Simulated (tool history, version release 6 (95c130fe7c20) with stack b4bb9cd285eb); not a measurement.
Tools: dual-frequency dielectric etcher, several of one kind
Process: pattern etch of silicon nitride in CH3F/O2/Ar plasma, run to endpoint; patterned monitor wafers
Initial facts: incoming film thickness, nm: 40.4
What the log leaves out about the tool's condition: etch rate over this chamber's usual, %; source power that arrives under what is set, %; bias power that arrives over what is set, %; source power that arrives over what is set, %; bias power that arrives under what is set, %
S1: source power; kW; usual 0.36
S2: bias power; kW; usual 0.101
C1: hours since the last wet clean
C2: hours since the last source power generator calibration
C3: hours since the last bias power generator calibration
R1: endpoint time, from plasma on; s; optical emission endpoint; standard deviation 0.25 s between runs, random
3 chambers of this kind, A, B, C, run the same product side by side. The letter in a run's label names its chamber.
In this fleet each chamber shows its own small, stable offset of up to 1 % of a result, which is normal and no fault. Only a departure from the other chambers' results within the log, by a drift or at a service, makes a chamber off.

run   hour    S1     S2     C1      C2      C3      R1
 1A   15.7  0.36  0.101  135.8  2324.5  1771.7   54.16
 2B   30.2  0.36  0.101    403    1777     599  54.037
 3C   38.9  0.36  0.101    342  3237.3  2490.5  54.333
 4B   49.8  0.36  0.101  422.6  1796.6   618.6   53.65
 5C   60.2  0.36  0.101  363.3  3258.6  2511.8  54.332
 6A   74.5  0.36  0.101  194.6  2383.3  1830.5  53.691
 7B   87.1  0.36  0.101  459.9  1833.9   655.9  53.779
 8C   97.9  0.36  0.101    401  3296.3  2549.5  54.501
     101.4  -- chamber B: wet clean of the chamber
 9A  112.6  0.36  0.101  232.7  2421.4  1868.6  53.531
10B    126  0.36  0.101   24.7  1872.8   694.8  54.177
     137.6  -- chamber C: wet clean of the chamber
11A  141.6  0.36  0.101  261.7  2450.4  1897.6  53.171
12C  154.1  0.36  0.101   16.5  3352.5  2605.7  54.297
13A  164.7  0.36  0.101  284.8  2473.5  1920.7  53.995
14C  179.6  0.36  0.101     42    3378  2631.2  54.348
15B  193.1  0.36  0.101   91.8  1939.9   761.9   53.84
16B  201.5  0.36  0.101  100.2  1948.3   770.3   54.28
17C  214.5  0.36  0.101   76.9  3412.9  2666.1  54.092
18A  222.6  0.36  0.101  342.7  2531.4  1978.6   53.75
19B  231.6  0.36  0.101  130.3  1978.4   800.4  54.433
20C  241.5  0.36  0.101  103.9  3439.9  2693.1    54.1
21A  251.4  0.36  0.101  371.5  2560.2  2007.4    53.6
22C  258.7  0.36  0.101  121.1  3457.1  2710.3  54.425
23B  266.3  0.36  0.101    165  2013.1   835.1  53.774
24A  274.8  0.43  0.093  394.9  2583.6  2030.8  51.751
25A  285.2  0.43  0.093  405.3    2594  2041.2  51.764
26B  296.2  0.43  0.093  194.9    2043     865  51.853

Next, every chamber runs the same settings. What will each give?
27A  307.5  0.36  0.101               ?
27B  307.5  0.36  0.101               ?
27C  307.5  0.36  0.101               ?

run      R1
27A  54.025
27B   53.87
27C  54.349

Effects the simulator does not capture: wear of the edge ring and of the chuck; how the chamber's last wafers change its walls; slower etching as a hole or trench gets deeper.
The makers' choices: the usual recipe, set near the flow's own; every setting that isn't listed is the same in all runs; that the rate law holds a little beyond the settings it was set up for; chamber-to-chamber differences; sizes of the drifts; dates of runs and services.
